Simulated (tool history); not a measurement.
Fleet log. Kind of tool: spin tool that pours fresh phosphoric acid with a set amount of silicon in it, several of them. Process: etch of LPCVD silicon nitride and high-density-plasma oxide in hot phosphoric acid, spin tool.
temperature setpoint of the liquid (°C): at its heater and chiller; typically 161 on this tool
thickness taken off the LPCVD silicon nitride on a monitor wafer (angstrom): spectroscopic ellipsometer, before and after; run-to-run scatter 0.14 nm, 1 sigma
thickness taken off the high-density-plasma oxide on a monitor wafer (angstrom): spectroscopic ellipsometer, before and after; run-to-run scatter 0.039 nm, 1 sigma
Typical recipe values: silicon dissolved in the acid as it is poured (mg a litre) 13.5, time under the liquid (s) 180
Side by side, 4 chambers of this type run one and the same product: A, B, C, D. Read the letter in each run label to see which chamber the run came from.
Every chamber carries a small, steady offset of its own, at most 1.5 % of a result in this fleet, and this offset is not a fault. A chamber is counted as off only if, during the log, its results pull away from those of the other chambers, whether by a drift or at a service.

run,hour,temperature setpoint of the liquid (°C),silicon dissolved in the acid as it is poured (mg a litre),time under the liquid (s),hours since the thermometer was replaced,hours since the dissolved silicon flow meter was replaced,hours since the heated supply line was repaired,"read-back film thickness of the LPCVD silicon nitride reference wafer, read on the same gauge (nm)","read-back film thickness of the high-density-plasma oxide reference wafer, read on the same gauge (nm)",thickness taken off the LPCVD silicon nitride on a monitor wafer (angstrom),thickness taken off the high-density-plasma oxide on a monitor wafer (angstrom)
1C,7.8,161,13.5,180,2130.3,1267.9,113.1,79.998,99.999,161.980,4.8341
2D,19.4,161,13.5,180,352.9,568.9,800.0,80.006,100.000,162.340,4.4458
3B,30.5,161,13.5,180,139.3,185.5,1169.3,80.019,99.998,160.620,5.0432
4A,42.4,161,13.5,180,200.2,621.0,137.9,79.990,100.010,160.590,4.0827
5B,49.5,161,13.5,180,158.3,204.5,1188.3,79.976,99.998,160.040,5.6386
6A,58.1,161,13.5,180,215.9,636.7,153.6,80.007,100.000,161.430,5.2291
7C,68.4,161,13.5,180,2190.9,1328.5,173.7,80.045,100.000,162.870,4.8242
8D,81.6,161,13.5,180,415.1,631.1,862.2,79.981,100.020,162.870,5.2559
9B,89.0,161,13.5,180,197.8,244.0,1227.8,80.004,100.010,159.020,4.9332
10A,99.4,161,13.5,180,257.2,678.0,194.9,80.003,99.976,160.930,4.7575
11C,112.3,161,13.5,180,2234.8,1372.4,217.6,80.003,100.020,163.070,4.8216
12D,119.5,161,13.5,180,453.0,669.0,900.1,80.005,99.991,163.760,5.2479
13D,132.5,161,13.5,180,466.0,682.0,913.1,79.989,99.999,165.290,5.0600
14C,144.1,161,3.5,180,2266.6,1404.2,249.4,80.000,100.010,163.990,5.9936
15B,156.2,161,3.5,180,265.0,311.2,1295.0,80.016,100.010,156.180,6.2374
16A,163.5,161,3.5,180,321.3,742.1,259.0,79.976,99.997,161.480,6.6737
17B,173.8,161,3.5,180,282.6,328.8,1312.6,79.992,99.995,155.720,5.4196
18D,185.5,161,13.5,180,519.0,735.0,966.1,79.997,99.991,162.620,4.9466
19A,198.4,161,13.5,180,356.2,777.0,293.9,79.998,100.010,161.610,4.7717
20C,206.3,161,13.5,80,2328.8,1466.4,311.6,80.001,99.995,71.499,2.1279
21D,215.4,161,13.5,80,548.9,764.9,996.0,79.995,100.010,73.875,2.3296
22C,221.6,161,13.5,80,2344.1,1481.7,326.9,80.032,99.996,72.142,2.2498
23B,234.7,161,13.5,80,343.5,389.7,1373.5,79.973,100.000,67.408,1.8836
24A,242.4,161,13.5,180,400.2,821.0,337.9,79.979,99.998,159.710,4.5621
25C,254.4,161,13.5,180,2376.9,1514.5,359.7,80.002,100.000,161.110,5.2751
26B,260.5,161,13.5,180,369.3,415.5,1399.3,79.997,99.997,153.980,3.7536
27A,268.2,161,13.5,180,426.0,846.8,363.7,80.006,100.010,158.190,5.5552
28D,278.5,161,13.5,180,612.0,828.0,1059.1,79.959,100.010,161.930,5.0099

All 4 chambers run these settings next. Forecast each chamber's results:
29A,288.0,161,13.5,215,,,,,,?,?
29B,288.0,161,13.5,215,,,,,,?,?
29C,288.0,161,13.5,215,,,,,,?,?
29D,288.0,161,13.5,215,,,,,,?,?

run,thickness taken off the LPCVD silicon nitride on a monitor wafer (angstrom),thickness taken off the high-density-plasma oxide on a monitor wafer (angstrom)
29A,192.470,5.6629
29B,178.200,4.8367
29C,194.450,5.9672
29D,194.500,5.5642
